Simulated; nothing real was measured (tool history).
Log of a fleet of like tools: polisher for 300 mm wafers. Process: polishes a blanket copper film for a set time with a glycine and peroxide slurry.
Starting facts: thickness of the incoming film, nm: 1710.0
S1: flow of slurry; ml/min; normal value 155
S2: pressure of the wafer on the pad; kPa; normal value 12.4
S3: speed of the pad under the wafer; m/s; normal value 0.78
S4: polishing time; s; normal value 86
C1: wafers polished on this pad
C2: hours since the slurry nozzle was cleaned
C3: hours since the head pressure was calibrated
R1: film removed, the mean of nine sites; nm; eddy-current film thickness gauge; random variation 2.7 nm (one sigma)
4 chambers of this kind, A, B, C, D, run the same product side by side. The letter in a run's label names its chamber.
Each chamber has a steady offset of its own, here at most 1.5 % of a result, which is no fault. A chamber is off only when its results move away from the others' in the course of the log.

Run 1D, hour 14.1: usual settings; C1 972; C2 869; C3 174.9. Result: R1 255.2 nm.
At hour 20.2: chamber D: worn pad replaced by a new one.
Run 2C, hour 24.9: usual settings; C1 852; C2 107.4; C3 943.1. Result: R1 257.92 nm.
Run 3A, hour 33: usual settings; C1 872; C2 103.7; C3 513.5. Result: R1 247.62 nm.
Run 4B, hour 42.6: usual settings; C1 607; C2 800.9; C3 1137.1. Result: R1 248.08 nm.
At hour 43.6: chamber D: slurry nozzle cleaned.
At hour 47.9: chamber A: worn pad replaced by a new one.
At hour 50: chamber C: worn pad replaced by a new one.
Run 5B, hour 51.8: usual settings; C1 708; C2 810.1; C3 1146.3. Result: R1 250.74 nm.
At hour 55.9: chamber C: head pressure recalibrated.
Run 6D, hour 67.5: usual settings but S1 185 ml/min; C1 518; C2 23.9; C3 228.3. Result: R1 260.21 nm.
Run 7C, hour 78.8: usual settings but S1 185 ml/min; C1 315; C2 161.3; C3 22.9. Result: R1 261.87 nm.
Run 8A, hour 90.7: usual settings but S1 185 ml/min; C1 469; C2 161.4; C3 571.2. Result: R1 263.08 nm.
Run 9C, hour 107.1: usual settings but S1 185 ml/min; C1 625; C2 189.6; C3 51.2. Result: R1 261.09 nm.
Run 10B, hour 115.9: usual settings; C1 1410; C2 874.2; C3 1210.4. Result: R1 251.44 nm.
Run 11D, hour 125.5: usual settings; C1 1154; C2 81.9; C3 286.3. Result: R1 247.1 nm.
At hour 126.2: chamber B: worn pad replaced by a new one.
At hour 131.9: chamber D: worn pad replaced by a new one.
Run 12A, hour 134.1: usual settings; C1 945; C2 204.8; C3 614.6. Result: R1 249.33 nm.
Run 13D, hour 142.7: usual settings; C1 119; C2 99.1; C3 303.5. Result: R1 254 nm.
At hour 148.7: chamber A: worn pad replaced by a new one.
Run 14A, hour 151.3: usual settings but S1 205 ml/min, S2 15.9 kPa; C1 29; C2 222; C3 631.8. Result: R1 311.65 nm.
At hour 153.1: chamber C: worn pad replaced by a new one.
At hour 159.1: chamber B: slurry nozzle cleaned.
Run 15B, hour 163.3: usual settings but S1 205 ml/min, S2 15.9 kPa; C1 407; C2 4.3; C3 1257.8. Result: R1 316.07 nm.
Run 16C, hour 176.7: usual settings but S1 205 ml/min, S2 15.9 kPa; C1 259; C2 259.2; C3 120.8. Result: R1 320.5 nm.
Run 17B, hour 188.7: usual settings but S1 205 ml/min, S2 15.9 kPa; C1 685; C2 29.7; C3 1283.2. Result: R1 313.11 nm.
Run 18C, hour 198.3: usual settings; C1 495; C2 280.8; C3 142.4. Result: R1 254.54 nm.
Run 19A, hour 212.8: usual settings; C1 703; C2 283.5; C3 693.3. Result: R1 249.42 nm.
Run 20D, hour 220.1: usual settings but S3 0.5 m/s; C1 967; C2 176.5; C3 380.9. Result: R1 188.21 nm.
Run 21D, hour 231.4: usual settings but S3 0.5 m/s; C1 1091; C2 187.8; C3 392.2. Result: R1 189.99 nm.
At hour 233.3: chamber B: worn pad replaced by a new one.
At hour 237.8: chamber D: worn pad replaced by a new one.
Run 22B, hour 240.9: usual settings but S3 0.5 m/s; C1 83; C2 81.9; C3 1335.4. Result: R1 186.59 nm.
Run 23A, hour 248.1: usual settings but S3 0.5 m/s; C1 1090; C2 318.8; C3 728.6. Result: R1 188.73 nm.
At hour 258.4: chamber A: slurry nozzle cleaned.
Run 24C, hour 260.6: usual settings; C1 1178; C2 343.1; C3 204.7. Result: R1 252.42 nm.
At hour 263.2: chamber A: worn pad replaced by a new one.
At hour 268: chamber C: worn pad replaced by a new one.
Run 25C, hour 275.8: usual settings; C1 86; C2 358.3; C3 219.9. Result: R1 254.34 nm.
Run 26A, hour 286.4: usual settings; C1 255; C2 28.1; C3 766.9. Result: R1 247.91 nm.
Run 27D, hour 298.6: usual settings; C1 666; C2 255; C3 459.4. Result: R1 250.62 nm.
Run 28B, hour 310: usual settings but S2 10.3 kPa; C1 840; C2 151; C3 1404.5. Result: R1 223.21 nm.
At hour 310.5: chamber B: head pressure recalibrated.
Run 29C, hour 319.9: usual settings but S2 10.3 kPa; C1 569; C2 402.4; C3 264. Result: R1 221.33 nm.
At hour 323.7: chamber A: head pressure recalibrated.
Run 30D, hour 334.8: usual settings but S2 10.3 kPa; C1 1063; C2 291.2; C3 495.6. Result: R1 219.68 nm.
At hour 336.7: chamber D: worn pad replaced by a new one.
Run 31B, hour 342.1: usual settings but S2 10.3 kPa; C1 1192; C2 183.1; C3 31.7. Result: R1 221.08 nm.
Run 32A, hour 354.3: usual settings; C1 999; C2 96; C3 30.6. Result: R1 251.22 nm.
At hour 365.2: chamber B: worn pad replaced by a new one.
At hour 365.4: chamber A: worn pad replaced by a new one.
Run 33D, hour 370.7: usual settings; C1 372; C2 327.1; C3 531.5. Result: R1 256.06 nm.
At hour 382.6: chamber C: worn pad replaced by a new one.
Run 34C, hour 383.9: usual settings; C1 14; C2 466.4; C3 328. Result: R1 245.7 nm.
Run 35B, hour 396.1: usual settings; C1 338; C2 237.1; C3 85.7. Result: R1 250.7 nm.
Run 36A, hour 408.3: usual settings; C1 470; C2 150; C3 84.6. Result: R1 251.22 nm.
Run 37C, hour 424: usual settings; C1 454; C2 506.5; C3 368.1. Result: R1 250.39 nm.
Run 38D, hour 440.4: usual settings; C1 1136; C2 396.8; C3 601.2. Result: R1 249.86 nm.
At hour 446.8: chamber D: worn pad replaced by a new one.
Run 39A, hour 449.4: usual settings; C1 920; C2 191.1; C3 125.7. Result: R1 246.96 nm.
Run 40B, hour 459.5: usual settings; C1 1033; C2 300.5; C3 149.1. Result: R1 248.45 nm.
Run 41B, hour 475.6: usual settings but S1 110 ml/min, S2 9.7 kPa; C1 1210; C2 316.6; C3 165.2. Result: R1 197.01 nm.
At hour 481.8: chamber A: worn pad replaced by a new one.
Run 42C, hour 488: usual settings but S1 110 ml/min, S2 9.7 kPa; C1 1155; C2 570.5; C3 432.1. Result: R1 184.59 nm.
Run 43A, hour 499.7: usual settings but S1 110 ml/min, S2 9.7 kPa; C1 196; C2 241.4; C3 176. Result: R1 191.43 nm.
Run 44D, hour 509.7: usual settings but S1 110 ml/min, S2 9.7 kPa; C1 689; C2 466.1; C3 670.5. Result: R1 203.11 nm.

Read the log: is a single chamber off, either drifting away or since a service, is the gauge that measures every chamber drifting, or is nothing wrong beyond small per-chamber offsets? Name any odd chamber and what most likely caused it.

Little by little, chamber C moves away from the other chambers.
Cause: slurry flow missing at the pad, % = 28.2.
The log may not tell that from: head's pressure below its setpoint, %.

Which of the 4 candidates below, each the usual settings with something changed and its results left as question marks, puts chamber C back in line with what the other chambers give on the usual settings?
Allowed miss from the other chambers' usual-settings mean, per result, to count as in line: R1 9.2 nm
Run 45C-1, hour 521.6: usual settings but S1 150 ml/min, S4 75 s. Result: R1 ?.
Run 45C-2, hour 521.6: usual settings but S3 0.8 m/s, S4 89 s. Result: R1 ?.
Run 45C-3, hour 521.6: usual settings but S2 13.1 kPa, S3 0.82 m/s, S4 92 s. Result: R1 ?.
Run 45C-4, hour 521.6: usual settings but S3 0.76 m/s, S4 83 s. Result: R1 ?.

On the usual settings, the other chambers give on average: R1 251.56 nm
  run      R1
45C-1  202.85
45C-2   246.9
45C-3  270.23
45C-4  222.05
The right change is 45C-2: it brings the chamber back within the allowed miss of the others.

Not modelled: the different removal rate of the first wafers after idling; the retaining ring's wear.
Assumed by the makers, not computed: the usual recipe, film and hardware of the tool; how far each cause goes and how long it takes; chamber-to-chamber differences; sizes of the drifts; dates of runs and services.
